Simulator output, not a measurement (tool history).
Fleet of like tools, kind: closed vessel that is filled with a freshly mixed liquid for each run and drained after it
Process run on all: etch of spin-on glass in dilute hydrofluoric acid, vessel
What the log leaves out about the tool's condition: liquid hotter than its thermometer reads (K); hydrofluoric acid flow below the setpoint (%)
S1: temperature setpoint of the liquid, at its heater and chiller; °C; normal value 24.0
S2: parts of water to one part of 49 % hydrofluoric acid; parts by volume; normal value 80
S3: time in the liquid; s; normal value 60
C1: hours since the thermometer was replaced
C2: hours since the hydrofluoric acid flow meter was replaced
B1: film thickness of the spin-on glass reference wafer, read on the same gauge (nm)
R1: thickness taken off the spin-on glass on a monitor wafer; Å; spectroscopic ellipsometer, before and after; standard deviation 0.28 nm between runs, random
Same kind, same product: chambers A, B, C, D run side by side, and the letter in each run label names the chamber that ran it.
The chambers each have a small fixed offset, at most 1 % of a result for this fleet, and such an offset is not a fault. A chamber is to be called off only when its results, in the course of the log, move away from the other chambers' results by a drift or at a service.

run 1C day=0.192 | S1=24.0 S2=80 S3=60 | C1=1599.2 C2=413.3 | B1=79.994 | R1=356.00
run 2B day=0.379 | S1=24.0 S2=80 S3=60 | C1=78.6 C2=317.6 | B1=80.008 | R1=354.77
run 3A day=0.554 | S1=24.0 S2=80 S3=60 | C1=555.5 C2=1691.1 | B1=80.001 | R1=351.65
run 4D day=0.671 | S1=24.0 S2=80 S3=60 | C1=630.8 C2=508.9 | B1=80.010 | R1=353.02
run 5D day=0.800 | S1=21.0 S2=80 S3=60 | C1=633.9 C2=512.0 | B1=80.000 | R1=316.52
run 6B day=0.954 | S1=21.0 S2=80 S3=60 | C1=92.4 C2=331.4 | B1=80.006 | R1=312.46
run 7A day=1.146 | S1=21.0 S2=80 S3=60 | C1=569.7 C2=1705.3 | B1=80.034 | R1=313.36
run 8C day=1.312 | S1=21.0 S2=80 S3=60 | C1=1626.1 C2=440.2 | B1=80.021 | R1=312.95
run 9C day=1.421 | S1=28.5 S2=55 S3=60 | C1=1628.7 C2=442.8 | B1=80.013 | R1=637.18
run 10A day=1.625 | S1=28.5 S2=55 S3=60 | C1=581.2 C2=1716.8 | B1=79.981 | R1=635.69
run 11D day=1.783 | S1=28.5 S2=55 S3=60 | C1=657.5 C2=535.6 | B1=79.977 | R1=637.16
run 12B day=2.021 | S1=28.5 S2=55 S3=60 | C1=118.0 C2=357.0 | B1=80.022 | R1=638.69
run 13D day=2.225 | S1=24.0 S2=80 S3=60 | C1=668.1 C2=546.2 | B1=80.015 | R1=353.92
run 14B day=2.421 | S1=24.0 S2=80 S3=60 | C1=127.6 C2=366.6 | B1=79.985 | R1=354.23
run 15A day=2.529 | S1=24.0 S2=80 S3=60 | C1=602.9 C2=1738.5 | B1=79.997 | R1=355.25
run 16C day=2.638 | S1=24.0 S2=80 S3=60 | C1=1657.9 C2=472.0 | B1=79.968 | R1=350.38
run 17C day=2.817 | S1=24.0 S2=80 S3=60 | C1=1662.2 C2=476.3 | B1=80.011 | R1=351.39
run 18B day=2.946 | S1=24.0 S2=80 S3=60 | C1=140.2 C2=379.2 | B1=80.006 | R1=358.81
run 19D day=3.075 | S1=24.0 S2=80 S3=60 | C1=688.5 C2=566.6 | B1=79.981 | R1=357.41
run 20A day=3.183 | S1=24.0 S2=80 S3=60 | C1=618.6 C2=1754.2 | B1=79.977 | R1=348.32
run 21A day=3.304 | S1=24.0 S2=80 S3=60 | C1=621.5 C2=1757.1 | B1=80.025 | R1=348.39
run 22C day=3.479 | S1=24.0 S2=80 S3=60 | C1=1678.1 C2=492.2 | B1=80.010 | R1=354.24
run 23D day=3.629 | S1=24.0 S2=80 S3=60 | C1=701.8 C2=579.9 | B1=80.030 | R1=354.88
run 24B day=3.771 | S1=24.0 S2=80 S3=60 | C1=160.0 C2=399.0 | B1=79.997 | R1=352.24
run 25C day=4.012 | S1=24.0 S2=80 S3=60 | C1=1690.9 C2=505.0 | B1=79.978 | R1=349.73
run 26A day=4.162 | S1=24.0 S2=80 S3=60 | C1=642.1 C2=1777.7 | B1=80.016 | R1=342.26
run 27B day=4.312 | S1=24.0 S2=80 S3=60 | C1=173.0 C2=412.0 | B1=80.003 | R1=350.01
run 28D day=4.471 | S1=24.0 S2=80 S3=60 | C1=722.0 C2=600.1 | B1=80.002 | R1=353.99
run 29A day=4.650 | S1=24.0 S2=80 S3=60 | C1=653.8 C2=1789.4 | B1=79.989 | R1=344.12
run 30C day=4.842 | S1=24.0 S2=80 S3=60 | C1=1710.8 C2=524.9 | B1=79.992 | R1=353.42
run 31D day=5.054 | S1=24.0 S2=80 S3=60 | C1=736.0 C2=614.1 | B1=80.014 | R1=356.08
run 32B day=5.212 | S1=24.0 S2=80 S3=60 | C1=194.6 C2=433.6 | B1=80.025 | R1=351.27
run 33D day=5.379 | S1=24.0 S2=80 S3=60 | C1=743.8 C2=621.9 | B1=79.996 | R1=351.83
run 34B day=5.571 | S1=24.0 S2=80 S3=60 | C1=203.2 C2=442.2 | B1=80.007 | R1=357.21
run 35A day=5.771 | S1=24.0 S2=80 S3=60 | C1=680.7 C2=1816.3 | B1=79.995 | R1=336.21
run 36C day=5.967 | S1=24.0 S2=80 S3=60 | C1=1737.8 C2=551.9 | B1=79.999 | R1=356.42
run 37A day=6.075 | S1=24.0 S2=80 S3=60 | C1=688.0 C2=1823.6 | B1=80.002 | R1=336.48
run 38B day=6.233 | S1=24.0 S2=80 S3=60 | C1=219.1 C2=458.1 | B1=80.006 | R1=351.49
run 39C day=6.400 | S1=24.0 S2=80 S3=60 | C1=1748.2 C2=562.3 | B1=79.989 | R1=355.55
run 40D day=6.512 | S1=24.0 S2=80 S3=60 | C1=771.0 C2=649.1 | B1=80.015 | R1=352.92

Read the log: is a single chamber off, either drifting away or since a service, is the gauge that measures every chamber drifting, or is nothing wrong beyond small per-chamber offsets? Name any odd chamber and what most likely caused it.

One chamber, A, drifts off from the rest bit by bit.
Cause: hydrofluoric acid flow below the setpoint (%) = 5.1.
The log may not tell that from: liquid colder than its thermometer reads (K).

Which of the 4 candidates below, each the usual settings with something changed and its results left as question marks, puts chamber A back in line with what the other chambers give on the usual settings?
Maximum distance from the other chambers' mean on the usual settings for a result to count as in line: R1 9.60 Å
run 41A-1 day=6.688 | S1=24.5 S2=80 S3=60 | R1=?
run 41A-2 day=6.688 | S1=23.5 S2=80 S3=60 | R1=?
run 41A-3 day=6.688 | S1=24.0 S2=85 S3=60 | R1=?
run 41A-4 day=6.688 | S1=24.0 S2=75 S3=60 | R1=?

Other chambers, usual settings, mean: R1 353.91 Å
run=41A-1 R1=339.16
run=41A-2 R1=325.83
run=41A-3 R1=310.98
run=41A-4 R1=356.78
The answer is 41A-4, which returns the chamber to within the allowed miss of the others.
